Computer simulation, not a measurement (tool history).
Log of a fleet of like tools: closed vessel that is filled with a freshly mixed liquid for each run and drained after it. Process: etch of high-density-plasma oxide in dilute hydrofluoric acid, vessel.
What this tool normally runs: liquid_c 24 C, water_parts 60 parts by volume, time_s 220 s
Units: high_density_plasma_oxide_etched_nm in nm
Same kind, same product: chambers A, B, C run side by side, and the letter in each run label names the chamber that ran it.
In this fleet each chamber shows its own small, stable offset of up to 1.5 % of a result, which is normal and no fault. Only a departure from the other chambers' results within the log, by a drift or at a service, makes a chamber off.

run,hour,liquid_c,water_parts,time_s,"read-back film thickness of the high-density-plasma oxide reference wafer, read on the same gauge (nm)",high_density_plasma_oxide_etched_nm
1A,2,24,60,220,110,19.781
2C,5.1,24,60,220,110.02,20.17
3B,9.3,24,60,220,110,20
4C,11.8,24,60,220,110.01,19.963
5B,15,24,60,220,109.97,20.274
6A,18.2,24,60,220,110,20.121
7A,20.4,24,60,220,110.01,20.031
8B,23.5,24,60,220,110,20.359
9C,26.1,24,60,220,110,19.81
10A,28.2,24,60,220,110.01,20.168
11B,31.2,24,60,220,109.99,19.981
12C,34.6,24,60,145,109.99,12.959
13B,38.8,24,60,145,110,13.367
14A,41.4,24,60,145,110,13.124
15C,45.2,24,60,220,110,19.75
16A,49,24,60,125,110.02,11.372
17B,53.1,24,60,125,110,11.338
18C,57.2,24,60,125,110,11.016
19B,60,24,60,220,110.02,20.063
# hour 62.9: chamber B: thermometer replaced
20A,63,24,60,220,109.98,19.86
21C,66.6,27,35,220,110.01,38.376
22C,69.3,27,35,220,110,37.976
23B,72.1,27,35,220,110,41.029
24A,75,24,60,220,110.01,19.91
25C,78.5,24,60,220,109.99,19.268
26A,81.4,24,60,220,110,19.788
27B,84,24,60,220,110.02,19.769
28B,87.5,24,60,220,109.99,20.127
29C,89.9,24,60,220,110.02,18.929
30A,94,24,60,220,110.01,20.165
31C,96.2,24,60,220,110,18.859
32A,98.2,24,35,220,109.98,36.498
33B,100.9,24,35,220,110.02,35.711
34B,103.2,24,35,220,109.99,35.636
35A,105.6,24,75,220,109.99,15.72
36C,108.5,24,75,220,110.01,14.623
37A,111,24,75,220,110.02,15.653
38C,113.2,24,60,220,110,18.624
39B,117.3,24,60,220,110.01,20.202
40C,120.9,24,60,220,110,18.528
41B,123.6,24,60,220,110,20.16
42A,127,24,60,220,110.03,19.733
43C,130.2,22.5,60,340,109.99,26.854
44A,132.1,22.5,60,340,110.01,29.425

Decide between three cases: one chamber stands off from its peers, the gauge reading all wafers drifts, or nothing is wrong past each chamber's small offset. Where a chamber is off, say which and what most likely put it there.

Little by little, chamber C moves away from the other chambers.
Likeliest cause: hydrofluoric acid flow below the setpoint (%) = 6.92.
With only this log, it may be confused with: liquid colder than its thermometer reads (K).

Chamber C could run next with any of the 4 candidate recipes listed below; each alters the usual settings, and their results appear as question marks. Which one brings its results back in line with what the other chambers deliver on the usual settings?
In-line tolerance around the mean of the other chambers on the usual settings: high_density_plasma_oxide_etched_nm 0.59 nm
45C-1,135.2,22,60,220,,?
45C-2,135.2,24,60,240,,?
45C-3,135.2,24,55,240,,?
45C-4,135.2,24,60,185,,?

What the other chambers average on the usual settings: high_density_plasma_oxide_etched_nm 20.003 nm
run,high_density_plasma_oxide_etched_nm
45C-1,16.961
45C-2,20.061
45C-3,22.034
45C-4,15.463
45C-2 is the one that brings the chamber's results back in line with the other chambers.
